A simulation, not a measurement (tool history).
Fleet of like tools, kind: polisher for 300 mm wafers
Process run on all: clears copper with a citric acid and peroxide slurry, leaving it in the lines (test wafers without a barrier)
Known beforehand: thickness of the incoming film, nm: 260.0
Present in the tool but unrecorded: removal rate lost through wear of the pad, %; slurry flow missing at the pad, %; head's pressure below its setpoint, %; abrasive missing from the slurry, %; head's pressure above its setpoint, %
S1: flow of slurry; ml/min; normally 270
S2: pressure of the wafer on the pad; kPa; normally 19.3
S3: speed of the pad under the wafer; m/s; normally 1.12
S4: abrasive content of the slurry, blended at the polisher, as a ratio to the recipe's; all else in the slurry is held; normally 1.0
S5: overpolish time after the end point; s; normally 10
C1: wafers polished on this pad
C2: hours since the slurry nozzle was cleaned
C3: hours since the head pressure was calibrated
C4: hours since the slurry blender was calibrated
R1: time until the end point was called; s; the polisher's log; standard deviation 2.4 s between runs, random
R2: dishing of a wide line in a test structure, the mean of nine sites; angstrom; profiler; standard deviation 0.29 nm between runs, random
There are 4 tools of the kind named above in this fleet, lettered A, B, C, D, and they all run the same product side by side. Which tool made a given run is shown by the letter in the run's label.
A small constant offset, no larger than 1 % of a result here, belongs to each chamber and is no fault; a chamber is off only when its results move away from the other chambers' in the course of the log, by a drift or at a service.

{"run": "1A", "hour": 4.7, "S1": 270, "S2": 19.3, "S3": 1.12, "S4": 1.0, "S5": 10, "C1": 347, "C2": 341.9, "C3": 887.3, "C4": 308.7, "R1": 133.11, "R2": 153.28}
{"run": "2D", "hour": 7.7, "S1": 270, "S2": 19.3, "S3": 1.12, "S4": 1.0, "S5": 10, "C1": 686, "C2": 429.8, "C3": 304.8, "C4": 14.2, "R1": 128.53, "R2": 154.69}
{"run": "3B", "hour": 12.9, "S1": 270, "S2": 19.3, "S3": 1.12, "S4": 1.0, "S5": 10, "C1": 181, "C2": 228.9, "C3": 46.3, "C4": 112.8, "R1": 128.91, "R2": 153.4}
{"run": "4C", "hour": 15.6, "S1": 270, "S2": 19.3, "S3": 1.12, "S4": 1.0, "S5": 10, "C1": 395, "C2": 463.6, "C3": 207.5, "C4": 120.4, "R1": 129.06, "R2": 159.83}
{"run": "5B", "hour": 18.8, "S1": 270, "S2": 19.3, "S3": 1.12, "S4": 1.0, "S5": 10, "C1": 239, "C2": 234.8, "C3": 52.2, "C4": 118.7, "R1": 130.23, "R2": 154.91}
{"run": "6A", "hour": 24.2, "S1": 270, "S2": 19.3, "S3": 1.12, "S4": 1.0, "S5": 10, "C1": 539, "C2": 361.4, "C3": 906.8, "C4": 328.2, "R1": 129.29, "R2": 155.6}
{"run": "7D", "hour": 26.8, "S1": 270, "S2": 19.3, "S3": 1.12, "S4": 1.0, "S5": 13, "C1": 873, "C2": 448.9, "C3": 323.9, "C4": 33.3, "R1": 129.46, "R2": 199.15}
{"hour": 29.6, "done": "chamber A: slurry nozzle cleaned"}
{"hour": 29.9, "done": "chamber C: worn pad replaced by a new one"}
{"run": "8C", "hour": 32.1, "S1": 270, "S2": 19.3, "S3": 1.12, "S4": 1.0, "S5": 13, "C1": 22, "C2": 480.1, "C3": 224.0, "C4": 136.9, "R1": 127.39, "R2": 198.69}
{"run": "9A", "hour": 34.6, "S1": 270, "S2": 19.3, "S3": 1.12, "S4": 1.0, "S5": 13, "C1": 641, "C2": 5.1, "C3": 917.2, "C4": 338.6, "R1": 128.67, "R2": 196.72}
{"run": "10C", "hour": 37.7, "S1": 270, "S2": 19.3, "S3": 1.12, "S4": 1.0, "S5": 13, "C1": 77, "C2": 485.7, "C3": 229.6, "C4": 142.5, "R1": 126.74, "R2": 196.31}
{"run": "11D", "hour": 40.4, "S1": 270, "S2": 19.3, "S3": 1.12, "S4": 1.0, "S5": 10, "C1": 1007, "C2": 462.5, "C3": 337.5, "C4": 46.9, "R1": 129.68, "R2": 157.27}
{"hour": 41.3, "done": "chamber D: worn pad replaced by a new one"}
{"run": "12B", "hour": 42.8, "S1": 270, "S2": 19.3, "S3": 1.12, "S4": 1.0, "S5": 10, "C1": 474, "C2": 258.8, "C3": 76.2, "C4": 142.7, "R1": 126.21, "R2": 159.25}
{"hour": 47.2, "done": "chamber B: slurry blender recalibrated"}
{"hour": 47.4, "done": "chamber A: slurry blender recalibrated"}
{"run": "13C", "hour": 48.1, "S1": 270, "S2": 19.3, "S3": 1.12, "S4": 1.0, "S5": 10, "C1": 179, "C2": 496.1, "C3": 240.0, "C4": 152.9, "R1": 125.45, "R2": 161.51}
{"run": "14A", "hour": 52.1, "S1": 270, "S2": 19.3, "S3": 1.12, "S4": 1.0, "S5": 10, "C1": 813, "C2": 22.6, "C3": 934.7, "C4": 4.7, "R1": 129.88, "R2": 158.62}
{"run": "15D", "hour": 54.8, "S1": 270, "S2": 19.3, "S3": 1.12, "S4": 1.0, "S5": 10, "C1": 133, "C2": 476.9, "C3": 351.9, "C4": 61.3, "R1": 126.73, "R2": 152.26}
{"hour": 55.4, "done": "chamber A: worn pad replaced by a new one"}
{"run": "16B", "hour": 57.6, "S1": 270, "S2": 19.3, "S3": 1.12, "S4": 1.0, "S5": 10, "C1": 619, "C2": 273.6, "C3": 91.0, "C4": 10.4, "R1": 126.95, "R2": 158.63}
{"run": "17B", "hour": 60.4, "S1": 270, "S2": 19.3, "S3": 1.36, "S4": 1.0, "S5": 10, "C1": 647, "C2": 276.4, "C3": 93.8, "C4": 13.2, "R1": 102.42, "R2": 181.12}
{"run": "18D", "hour": 63.0, "S1": 270, "S2": 19.3, "S3": 1.36, "S4": 1.0, "S5": 10, "C1": 213, "C2": 485.1, "C3": 360.1, "C4": 69.5, "R1": 103.08, "R2": 187.45}
{"run": "19C", "hour": 67.5, "S1": 270, "S2": 19.3, "S3": 1.36, "S4": 1.0, "S5": 10, "C1": 369, "C2": 515.5, "C3": 259.4, "C4": 172.3, "R1": 104.55, "R2": 188.9}
{"run": "20A", "hour": 73.0, "S1": 270, "S2": 19.3, "S3": 1.36, "S4": 1.0, "S5": 10, "C1": 172, "C2": 43.5, "C3": 955.6, "C4": 25.6, "R1": 101.93, "R2": 183.03}
{"hour": 75.4, "done": "chamber B: worn pad replaced by a new one"}
{"run": "21C", "hour": 76.2, "S1": 270, "S2": 19.3, "S3": 1.12, "S4": 1.0, "S5": 10, "C1": 455, "C2": 524.2, "C3": 268.1, "C4": 181.0, "R1": 127.72, "R2": 153.68}
{"run": "22B", "hour": 80.5, "S1": 270, "S2": 19.3, "S3": 1.12, "S4": 1.0, "S5": 10, "C1": 50, "C2": 296.5, "C3": 113.9, "C4": 33.3, "R1": 129.89, "R2": 156.53}
{"run": "23A", "hour": 85.5, "S1": 270, "S2": 19.3, "S3": 1.12, "S4": 1.0, "S5": 10, "C1": 295, "C2": 56.0, "C3": 968.1, "C4": 38.1, "R1": 123.4, "R2": 158.16}
{"run": "24D", "hour": 90.2, "S1": 270, "S2": 19.3, "S3": 1.12, "S4": 1.0, "S5": 10, "C1": 480, "C2": 512.3, "C3": 387.3, "C4": 96.7, "R1": 128.55, "R2": 151.2}
{"hour": 91.9, "done": "chamber C: worn pad replaced by a new one"}
{"run": "25A", "hour": 95.1, "S1": 270, "S2": 19.3, "S3": 1.28, "S4": 1.0, "S5": 10, "C1": 389, "C2": 65.6, "C3": 977.7, "C4": 47.7, "R1": 111.92, "R2": 183.8}
{"run": "26D", "hour": 99.2, "S1": 270, "S2": 19.3, "S3": 1.28, "S4": 1.0, "S5": 10, "C1": 568, "C2": 521.3, "C3": 396.3, "C4": 105.7, "R1": 110.98, "R2": 177.26}
{"run": "27C", "hour": 104.5, "S1": 270, "S2": 19.3, "S3": 1.28, "S4": 1.0, "S5": 10, "C1": 124, "C2": 552.5, "C3": 296.4, "C4": 209.3, "R1": 111.2, "R2": 176.78}
{"run": "28B", "hour": 108.2, "S1": 270, "S2": 19.3, "S3": 1.28, "S4": 1.0, "S5": 10, "C1": 322, "C2": 324.2, "C3": 141.6, "C4": 61.0, "R1": 110.96, "R2": 177.8}
{"run": "29A", "hour": 112.6, "S1": 270, "S2": 15.2, "S3": 1.12, "S4": 1.0, "S5": 13, "C1": 561, "C2": 83.1, "C3": 995.2, "C4": 65.2, "R1": 162.47, "R2": 156.08}
{"run": "30C", "hour": 117.8, "S1": 270, "S2": 15.2, "S3": 1.12, "S4": 1.0, "S5": 13, "C1": 254, "C2": 565.8, "C3": 309.7, "C4": 222.6, "R1": 159.68, "R2": 160.4}
{"run": "31B", "hour": 121.1, "S1": 270, "S2": 15.2, "S3": 1.12, "S4": 1.0, "S5": 13, "C1": 449, "C2": 337.1, "C3": 154.5, "C4": 73.9, "R1": 159.05, "R2": 160.38}
{"run": "32D", "hour": 126.5, "S1": 270, "S2": 15.2, "S3": 1.12, "S4": 1.0, "S5": 13, "C1": 836, "C2": 548.6, "C3": 423.6, "C4": 133.0, "R1": 157.22, "R2": 159.0}
{"hour": 129.0, "done": "chamber A: worn pad replaced by a new one"}
{"run": "33A", "hour": 131.1, "S1": 270, "S2": 19.3, "S3": 1.12, "S4": 1.0, "S5": 10, "C1": 21, "C2": 101.6, "C3": 1013.7, "C4": 83.7, "R1": 130.22, "R2": 154.08}
{"run": "34C", "hour": 133.7, "S1": 270, "S2": 19.3, "S3": 1.12, "S4": 1.0, "S5": 10, "C1": 410, "C2": 581.7, "C3": 325.6, "C4": 238.5, "R1": 128.97, "R2": 160.68}
{"run": "35B", "hour": 137.9, "S1": 205, "S2": 22.8, "S3": 1.12, "S4": 1.0, "S5": 10, "C1": 614, "C2": 353.9, "C3": 171.3, "C4": 90.7, "R1": 114.59, "R2": 179.42}
{"run": "36D", "hour": 143.2, "S1": 205, "S2": 22.8, "S3": 1.12, "S4": 1.0, "S5": 10, "C1": 1000, "C2": 565.3, "C3": 440.3, "C4": 149.7, "R1": 112.99, "R2": 176.73}
{"run": "37C", "hour": 145.7, "S1": 205, "S2": 22.8, "S3": 1.12, "S4": 1.0, "S5": 10, "C1": 528, "C2": 593.7, "C3": 337.6, "C4": 250.5, "R1": 108.55, "R2": 180.31}
{"run": "38D", "hour": 150.3, "S1": 205, "S2": 22.8, "S3": 1.12, "S4": 1.0, "S5": 10, "C1": 1070, "C2": 572.4, "C3": 447.4, "C4": 156.8, "R1": 111.51, "R2": 170.51}

Read the log: is a single chamber off, either drifting away or since a service, is the gauge that measures every chamber drifting, or is nothing wrong beyond small per-chamber offsets? Name any odd chamber and what most likely caused it.

No chamber is off and the gauge is stable; the differences are just each chamber's small, constant offset.
